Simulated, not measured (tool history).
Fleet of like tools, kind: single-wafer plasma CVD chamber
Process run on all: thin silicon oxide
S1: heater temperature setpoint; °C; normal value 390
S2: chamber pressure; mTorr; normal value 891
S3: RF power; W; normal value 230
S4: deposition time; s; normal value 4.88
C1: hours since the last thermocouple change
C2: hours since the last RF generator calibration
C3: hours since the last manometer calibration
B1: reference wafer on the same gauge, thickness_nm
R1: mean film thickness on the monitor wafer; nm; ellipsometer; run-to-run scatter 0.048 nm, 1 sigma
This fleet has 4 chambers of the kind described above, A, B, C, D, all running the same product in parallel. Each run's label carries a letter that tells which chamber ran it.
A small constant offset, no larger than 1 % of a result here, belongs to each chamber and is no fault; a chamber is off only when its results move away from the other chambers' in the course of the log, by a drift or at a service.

{"run": "1B", "hour": 7.8, "S1": 390, "S2": 891, "S3": 230, "S4": 4.88, "C1": 1024.7, "C2": 953.6, "C3": 262.4, "B1": 10.408, "R1": 8.8505}
{"run": "2A", "hour": 15.9, "S1": 390, "S2": 891, "S3": 230, "S4": 4.88, "C1": 1627.7, "C2": 991.4, "C3": 567.8, "B1": 10.4, "R1": 8.8532}
{"run": "3D", "hour": 25.7, "S1": 390, "S2": 891, "S3": 230, "S4": 4.88, "C1": 1135.8, "C2": 481.3, "C3": 900.6, "B1": 10.415, "R1": 8.7804}
{"run": "4C", "hour": 34.3, "S1": 390, "S2": 891, "S3": 230, "S4": 4.88, "C1": 2613.6, "C2": 1671.9, "C3": 59.6, "B1": 10.396, "R1": 8.7112}
{"run": "5C", "hour": 39.8, "S1": 390, "S2": 891, "S3": 230, "S4": 4.88, "C1": 2619.1, "C2": 1677.4, "C3": 65.1, "B1": 10.392, "R1": 8.8458}
{"run": "6A", "hour": 49.6, "S1": 390, "S2": 891, "S3": 230, "S4": 4.88, "C1": 1661.4, "C2": 1025.1, "C3": 601.5, "B1": 10.39, "R1": 8.9889}
{"run": "7D", "hour": 54.4, "S1": 390, "S2": 891, "S3": 230, "S4": 4.88, "C1": 1164.5, "C2": 510.0, "C3": 929.3, "B1": 10.407, "R1": 8.7615}
{"run": "8B", "hour": 60.2, "S1": 390, "S2": 704, "S3": 270, "S4": 4.88, "C1": 1077.1, "C2": 1006.0, "C3": 314.8, "B1": 10.392, "R1": 7.6687}
{"run": "9C", "hour": 68.5, "S1": 390, "S2": 704, "S3": 270, "S4": 4.88, "C1": 2647.8, "C2": 1706.1, "C3": 93.8, "B1": 10.38, "R1": 7.5747}
{"run": "10B", "hour": 75.1, "S1": 390, "S2": 704, "S3": 270, "S4": 4.88, "C1": 1092.0, "C2": 1020.9, "C3": 329.7, "B1": 10.404, "R1": 7.6219}
{"run": "11A", "hour": 79.9, "S1": 390, "S2": 704, "S3": 270, "S4": 4.88, "C1": 1691.7, "C2": 1055.4, "C3": 631.8, "B1": 10.4, "R1": 7.7264}
{"run": "12D", "hour": 85.7, "S1": 390, "S2": 891, "S3": 230, "S4": 4.88, "C1": 1195.8, "C2": 541.3, "C3": 960.6, "B1": 10.401, "R1": 8.709}
{"run": "13B", "hour": 90.3, "S1": 390, "S2": 891, "S3": 230, "S4": 4.88, "C1": 1107.2, "C2": 1036.1, "C3": 344.9, "B1": 10.414, "R1": 8.9275}
{"run": "14A", "hour": 100.0, "S1": 390, "S2": 891, "S3": 230, "S4": 4.88, "C1": 1711.8, "C2": 1075.5, "C3": 651.9, "B1": 10.406, "R1": 8.9446}
{"run": "15C", "hour": 108.3, "S1": 390, "S2": 891, "S3": 230, "S4": 4.88, "C1": 2687.6, "C2": 1745.9, "C3": 133.6, "B1": 10.4, "R1": 8.7517}
{"run": "16D", "hour": 115.8, "S1": 390, "S2": 891, "S3": 230, "S4": 4.88, "C1": 1225.9, "C2": 571.4, "C3": 990.7, "B1": 10.412, "R1": 8.7655}
{"run": "17A", "hour": 125.4, "S1": 390, "S2": 891, "S3": 230, "S4": 4.88, "C1": 1737.2, "C2": 1100.9, "C3": 677.3, "B1": 10.392, "R1": 8.9043}
{"hour": 132.8, "done": "chamber C: RF generator calibrated"}
{"run": "18D", "hour": 134.7, "S1": 390, "S2": 891, "S3": 205, "S4": 4.29, "C1": 1244.8, "C2": 590.3, "C3": 1009.6, "B1": 10.404, "R1": 7.32}
{"run": "19C", "hour": 139.7, "S1": 390, "S2": 891, "S3": 205, "S4": 4.29, "C1": 2719.0, "C2": 6.9, "C3": 165.0, "B1": 10.395, "R1": 7.2906}
{"run": "20B", "hour": 148.4, "S1": 390, "S2": 891, "S3": 205, "S4": 4.29, "C1": 1165.3, "C2": 1094.2, "C3": 403.0, "B1": 10.387, "R1": 7.3571}
{"run": "21B", "hour": 155.1, "S1": 390, "S2": 891, "S3": 205, "S4": 4.29, "C1": 1172.0, "C2": 1100.9, "C3": 409.7, "B1": 10.406, "R1": 7.2627}
{"run": "22C", "hour": 161.7, "S1": 390, "S2": 891, "S3": 230, "S4": 4.88, "C1": 2741.0, "C2": 28.9, "C3": 187.0, "B1": 10.397, "R1": 8.7976}
{"run": "23D", "hour": 167.3, "S1": 390, "S2": 891, "S3": 230, "S4": 4.88, "C1": 1277.4, "C2": 622.9, "C3": 1042.2, "B1": 10.397, "R1": 8.7285}
{"run": "24A", "hour": 174.9, "S1": 390, "S2": 891, "S3": 230, "S4": 4.88, "C1": 1786.7, "C2": 1150.4, "C3": 726.8, "B1": 10.409, "R1": 8.9195}
{"run": "25D", "hour": 183.6, "S1": 390, "S2": 891, "S3": 230, "S4": 4.88, "C1": 1293.7, "C2": 639.2, "C3": 1058.5, "B1": 10.385, "R1": 8.7313}
{"run": "26B", "hour": 192.1, "S1": 390, "S2": 891, "S3": 230, "S4": 4.88, "C1": 1209.0, "C2": 1137.9, "C3": 446.7, "B1": 10.388, "R1": 8.8264}
{"run": "27C", "hour": 199.4, "S1": 390, "S2": 891, "S3": 230, "S4": 4.88, "C1": 2778.7, "C2": 66.6, "C3": 224.7, "B1": 10.392, "R1": 8.7823}
{"run": "28A", "hour": 205.6, "S1": 390, "S2": 891, "S3": 230, "S4": 4.88, "C1": 1817.4, "C2": 1181.1, "C3": 757.5, "B1": 10.385, "R1": 8.9178}
{"run": "29D", "hour": 215.4, "S1": 390, "S2": 891, "S3": 230, "S4": 4.88, "C1": 1325.5, "C2": 671.0, "C3": 1090.3, "B1": 10.394, "R1": 8.7852}
{"run": "30B", "hour": 222.2, "S1": 390, "S2": 891, "S3": 230, "S4": 4.88, "C1": 1239.1, "C2": 1168.0, "C3": 476.8, "B1": 10.396, "R1": 8.9264}
{"run": "31A", "hour": 230.3, "S1": 390, "S2": 891, "S3": 230, "S4": 4.88, "C1": 1842.1, "C2": 1205.8, "C3": 782.2, "B1": 10.412, "R1": 8.8451}
{"run": "32C", "hour": 239.9, "S1": 390, "S2": 891, "S3": 230, "S4": 4.88, "C1": 2819.2, "C2": 107.1, "C3": 265.2, "B1": 10.389, "R1": 8.7902}
{"run": "33D", "hour": 248.6, "S1": 390, "S2": 891, "S3": 230, "S4": 4.88, "C1": 1358.7, "C2": 704.2, "C3": 1123.5, "B1": 10.406, "R1": 8.8756}
{"run": "34B", "hour": 257.3, "S1": 390, "S2": 891, "S3": 230, "S4": 4.88, "C1": 1274.2, "C2": 1203.1, "C3": 511.9, "B1": 10.403, "R1": 8.7714}
{"run": "35C", "hour": 262.5, "S1": 390, "S2": 891, "S3": 230, "S4": 4.88, "C1": 2841.8, "C2": 129.7, "C3": 287.8, "B1": 10.396, "R1": 8.7155}
{"run": "36A", "hour": 271.0, "S1": 390, "S2": 891, "S3": 230, "S4": 4.88, "C1": 1882.8, "C2": 1246.5, "C3": 822.9, "B1": 10.407, "R1": 8.9656}

Does one chamber stand apart from the rest, does the shared gauge drift, or is all well apart from small per-chamber offsets? Give the chamber and the most likely cause, where there is one.

Neither any chamber nor the gauge drifts; the chambers differ only by their own small, steady offsets.

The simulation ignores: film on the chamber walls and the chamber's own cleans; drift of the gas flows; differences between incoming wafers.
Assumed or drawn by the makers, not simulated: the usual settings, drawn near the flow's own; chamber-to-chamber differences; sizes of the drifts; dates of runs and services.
